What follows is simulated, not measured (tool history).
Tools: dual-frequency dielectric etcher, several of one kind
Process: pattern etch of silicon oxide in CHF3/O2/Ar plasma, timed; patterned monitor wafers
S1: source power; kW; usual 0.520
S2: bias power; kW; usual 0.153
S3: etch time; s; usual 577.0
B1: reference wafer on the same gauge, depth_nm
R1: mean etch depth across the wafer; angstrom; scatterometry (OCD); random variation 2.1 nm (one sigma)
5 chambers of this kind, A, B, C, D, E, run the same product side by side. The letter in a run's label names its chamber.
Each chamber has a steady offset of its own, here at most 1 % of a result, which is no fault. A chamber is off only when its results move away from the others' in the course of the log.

| run | day | S1 | S2 | S3 | B1 | R1 |
|---|---|---|---|---|---|---|
| 1D | 0.250 | 0.520 | 0.153 | 577.0 | 970.43 | 10291.0 |
| 2E | 0.579 | 0.520 | 0.153 | 577.0 | 969.97 | 10234.0 |
| 3B | 0.933 | 0.520 | 0.153 | 577.0 | 969.92 | 10192.0 |
| 4A | 1.196 | 0.520 | 0.153 | 577.0 | 969.85 | 10280.0 |
| 5C | 1.454 | 0.520 | 0.153 | 577.0 | 969.85 | 10231.0 |
| 6D | 1.738 | 0.520 | 0.153 | 577.0 | 969.75 | 10296.0 |
| 7B | 1.950 | 0.520 | 0.153 | 577.0 | 970.11 | 10172.0 |
| 8C | 2.350 | 0.520 | 0.153 | 577.0 | 969.80 | 10267.0 |
| 9E | 2.679 | 0.520 | 0.153 | 577.0 | 969.86 | 10256.0 |
| 10A | 2.971 | 0.520 | 0.153 | 577.0 | 970.30 | 10260.0 |
| 11A | 3.179 | 0.520 | 0.153 | 577.0 | 969.89 | 10328.0 |
|  | 3.575 | chamber B: source power generator calibrated |
| 12D | 3.621 | 0.580 | 0.153 | 473.0 | 969.68 | 8774.8 |
|  | 3.729 | chamber D: wet clean of the chamber |
| 13B | 4.017 | 0.580 | 0.153 | 473.0 | 969.86 | 8716.5 |
| 14E | 4.238 | 0.580 | 0.153 | 473.0 | 969.90 | 8775.3 |
| 15C | 4.488 | 0.580 | 0.153 | 473.0 | 970.21 | 8795.7 |
| 16A | 4.867 | 0.580 | 0.153 | 473.0 | 969.51 | 8786.8 |
| 17B | 5.179 | 0.520 | 0.186 | 460.5 | 970.53 | 8676.1 |
| 18C | 5.600 | 0.520 | 0.186 | 460.5 | 970.50 | 8734.7 |
| 19D | 5.979 | 0.520 | 0.186 | 460.5 | 969.89 | 8791.1 |
|  | 6.238 | chamber C: wet clean of the chamber |
| 20E | 6.433 | 0.520 | 0.186 | 460.5 | 970.07 | 8743.7 |
| 21E | 6.833 | 0.520 | 0.186 | 460.5 | 969.90 | 8760.3 |
| 22C | 7.100 | 0.520 | 0.153 | 577.0 | 970.51 | 10237.0 |
| 23A | 7.550 | 0.520 | 0.153 | 577.0 | 970.68 | 10274.0 |
| 24B | 7.767 | 0.520 | 0.153 | 577.0 | 969.73 | 10154.0 |
| 25D | 8.171 | 0.520 | 0.153 | 577.0 | 970.04 | 10295.0 |
| 26C | 8.604 | 0.520 | 0.153 | 577.0 | 970.17 | 10266.0 |
| 27A | 8.833 | 0.520 | 0.153 | 577.0 | 970.53 | 10283.0 |
| 28D | 9.217 | 0.520 | 0.153 | 577.0 | 970.14 | 10338.0 |
| 29E | 9.496 | 0.620 | 0.153 | 577.0 | 969.56 | 11005.0 |
| 30B | 9.717 | 0.620 | 0.153 | 577.0 | 969.24 | 10808.0 |
| 31E | 10.042 | 0.620 | 0.153 | 577.0 | 969.96 | 11012.0 |
| 32A | 10.462 | 0.620 | 0.153 | 577.0 | 969.95 | 10967.0 |
| 33C | 10.917 | 0.620 | 0.153 | 577.0 | 970.15 | 10984.0 |
|  | 11.171 | chamber E: wet clean of the chamber |
| 34B | 11.246 | 0.520 | 0.153 | 577.0 | 969.98 | 10094.0 |
| 35D | 11.450 | 0.520 | 0.153 | 577.0 | 969.60 | 10311.0 |
| 36E | 11.875 | 0.520 | 0.153 | 577.0 | 970.25 | 10224.0 |
| 37D | 12.171 | 0.520 | 0.153 | 577.0 | 970.08 | 10275.0 |
| 38A | 12.425 | 0.520 | 0.153 | 577.0 | 969.71 | 10282.0 |
| 39B | 12.738 | 0.520 | 0.153 | 577.0 | 970.35 | 10063.0 |
| 40C | 13.046 | 0.520 | 0.153 | 577.0 | 969.99 | 10266.0 |
| 41E | 13.462 | 0.520 | 0.153 | 577.0 | 970.26 | 10287.0 |
| 42B | 13.825 | 0.520 | 0.153 | 577.0 | 970.69 | 10030.0 |
|  | 14.262 | chamber A: wet clean of the chamber |
| 43A | 14.267 | 0.520 | 0.153 | 577.0 | 970.00 | 10259.0 |
| 44D | 14.729 | 0.520 | 0.153 | 577.0 | 970.58 | 10283.0 |

All 5 chambers run these settings next. Forecast each chamber's results:
| 45A | 15.062 | 0.520 | 0.177 | 577.0 |  | ? |
| 45B | 15.062 | 0.520 | 0.177 | 577.0 |  | ? |
| 45C | 15.062 | 0.520 | 0.177 | 577.0 |  | ? |
| 45D | 15.062 | 0.520 | 0.177 | 577.0 |  | ? |
| 45E | 15.062 | 0.520 | 0.177 | 577.0 |  | ? |

| run | R1 |
|---|---|
| 45A | 10801.0 |
| 45B | 10536.0 |
| 45C | 10714.0 |
| 45D | 10789.0 |
| 45E | 10802.0 |
